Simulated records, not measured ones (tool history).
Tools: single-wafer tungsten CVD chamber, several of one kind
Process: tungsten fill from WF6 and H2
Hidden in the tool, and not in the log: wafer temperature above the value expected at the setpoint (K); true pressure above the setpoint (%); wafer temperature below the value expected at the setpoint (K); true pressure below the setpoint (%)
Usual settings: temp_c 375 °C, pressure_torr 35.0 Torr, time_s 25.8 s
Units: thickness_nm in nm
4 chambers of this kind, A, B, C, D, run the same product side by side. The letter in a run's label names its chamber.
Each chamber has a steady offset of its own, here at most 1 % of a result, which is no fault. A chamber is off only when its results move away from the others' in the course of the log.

run,hour,temp_c,pressure_torr,time_s,hours since the last thermocouple change,hours since the last manometer calibration,"read-back reference wafer on the same gauge, thickness_nm",thickness_nm
1C,4.4,375,35.0,25.8,763.0,481.9,42.720,49.660
2A,9.1,375,35.0,25.8,1418.9,2525.7,42.665,49.647
3B,12.4,375,35.0,25.8,114.7,345.3,42.708,49.534
4D,15.2,375,35.0,25.8,2239.3,1163.7,42.693,49.585
5C,19.9,375,35.0,25.8,778.5,497.4,42.677,49.142
6A,23.4,375,35.0,25.8,1433.2,2540.0,42.680,49.810
7B,28.1,375,35.0,25.8,130.4,361.0,42.714,49.560
# hour 31.5: chamber A: capacitance manometer re-zeroed and calibrated
8D,31.9,386,35.0,30.2,2256.0,1180.4,42.725,72.746
9D,35.8,386,35.0,30.2,2259.9,1184.3,42.696,72.759
10A,39.1,386,35.0,30.2,1448.9,7.7,42.719,71.967
11B,41.6,386,35.0,30.2,143.9,374.5,42.651,72.283
12C,45.9,375,35.0,25.8,804.5,523.4,42.694,49.541
13A,49.3,375,35.0,25.8,1459.1,17.9,42.681,49.237
14C,53.9,375,35.0,25.8,812.5,531.4,42.717,49.316
15D,57.1,375,35.0,25.8,2281.2,1205.6,42.687,49.340
16B,61.4,375,35.0,25.8,163.7,394.3,42.655,49.494
17A,63.9,375,35.0,25.8,1473.7,32.5,42.731,49.584
18C,67.0,375,35.0,25.8,825.6,544.5,42.711,49.443
# hour 70.0: chamber D: thermocouple changed; heater temperature recalibrated
19D,71.2,375,35.0,25.8,1.2,1219.7,42.699,49.706
20B,73.3,375,35.0,25.8,175.6,406.2,42.703,49.706
21B,77.6,375,35.0,25.8,179.9,410.5,42.685,49.785
22C,81.3,375,35.0,25.8,839.9,558.8,42.730,49.644
23D,85.8,375,35.0,25.8,15.8,1234.3,42.695,49.711
24A,88.9,375,35.0,25.8,1498.7,57.5,42.706,49.355
25D,93.4,375,35.0,25.8,23.4,1241.9,42.724,49.872
26B,96.6,385,42.4,25.8,198.9,429.5,42.734,66.842
27C,99.0,385,42.4,25.8,857.6,576.5,42.714,66.521
28A,101.9,385,42.4,25.8,1511.7,70.5,42.728,65.535
29D,104.9,385,42.4,25.8,34.9,1253.4,42.657,66.500
30B,107.1,375,35.0,25.8,209.4,440.0,42.680,49.625
31A,110.5,368,35.0,25.8,1520.3,79.1,42.673,42.680
32C,112.7,368,35.0,25.8,871.3,590.2,42.627,42.797
33B,115.3,368,35.0,25.8,217.6,448.2,42.684,42.938
34D,118.4,368,35.0,25.8,48.4,1266.9,42.759,43.051
35C,122.8,375,35.0,25.8,881.4,600.3,42.714,49.859
36A,127.4,375,35.0,25.8,1537.2,96.0,42.656,49.345

Is one chamber off against the others, does the gauge drift, or is nothing wrong? If a chamber is off, say which, and what the likeliest cause is.

No chamber stands off beyond its own small offset, and the gauge holds steady.
